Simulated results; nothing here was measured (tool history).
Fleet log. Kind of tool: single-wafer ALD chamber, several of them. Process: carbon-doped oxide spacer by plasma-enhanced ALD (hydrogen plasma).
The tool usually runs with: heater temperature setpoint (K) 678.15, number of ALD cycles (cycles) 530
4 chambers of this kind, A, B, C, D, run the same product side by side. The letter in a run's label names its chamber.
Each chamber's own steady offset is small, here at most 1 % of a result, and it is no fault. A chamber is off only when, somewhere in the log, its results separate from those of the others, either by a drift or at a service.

run	hour	heater temperature setpoint (K)	number of ALD cycles (cycles)	hours since the last thermocouple change	read-back reference wafer on the same gauge, thickness_nm	mean film thickness on the monitor wafer (Å)
1C	7.8	678.15	530	1075.4	26.904	262.43
2D	16.1	678.15	530	83.4	26.907	260.25
3B	22.8	678.15	530	279.1	26.886	258.81
4A	32	678.15	530	1242.3	26.899	261.92
5D	39.1	678.15	530	106.4	26.908	259.29
6B	46.4	678.15	530	302.7	26.894	259.65
7C	51.4	678.15	530	1119	26.912	261.44
8A	56.4	678.15	530	1266.7	26.909	261.86
9B	62.8	678.15	530	319.1	26.893	259.03
10C	69.1	678.15	530	1136.7	26.911	262.12
11D	74	678.15	530	141.3	26.901	259.53
12A	80.8	686.15	498	1291.1	26.903	240.74
13C	90.3	686.15	498	1157.9	26.895	239.69
14D	98.6	686.15	498	165.9	26.905	237.94
15B	103.4	686.15	498	359.7	26.893	237.21
# hour 103.8: chamber C: thermocouple changed; heater temperature recalibrated
16A	111.6	678.15	530	1321.9	26.913	261.22
17C	118	670.15	459	14.2	26.897	230.25
18B	122.9	670.15	459	379.2	26.915	228.27
19D	132	670.15	459	199.3	26.902	229.05
20A	140.3	670.15	459	1350.6	26.889	229.84
21C	144.9	678.15	530	41.1	26.901	261.6
22A	151.8	678.15	530	1362.1	26.891	260.69
23B	156.7	678.15	530	413	26.908	258.36
24D	166.5	678.15	530	233.8	26.873	260.17
25C	172	678.15	530	68.2	26.894	261.26
26B	179.1	678.15	530	435.4	26.909	258.84
27D	188.2	678.15	530	255.5	26.895	258.94
28A	194.6	678.15	530	1404.9	26.916	262.42
29B	199.5	678.15	530	455.8	26.897	259.25
30D	203.8	678.15	530	271.1	26.906	259.53
31A	210.9	678.15	530	1421.2	26.907	262.37
32C	217.2	678.15	530	113.4	26.88	261.93
33B	223.6	678.15	530	479.9	26.901	259.63
34A	231.8	678.15	530	1442.1	26.898	260.93

Decide between three cases: one chamber stands off from its peers, the gauge reading all wafers drifts, or nothing is wrong past each chamber's small offset. Where a chamber is off, say which and what most likely put it there.

No chamber is off and the gauge is stable; the differences are just each chamber's small, constant offset.

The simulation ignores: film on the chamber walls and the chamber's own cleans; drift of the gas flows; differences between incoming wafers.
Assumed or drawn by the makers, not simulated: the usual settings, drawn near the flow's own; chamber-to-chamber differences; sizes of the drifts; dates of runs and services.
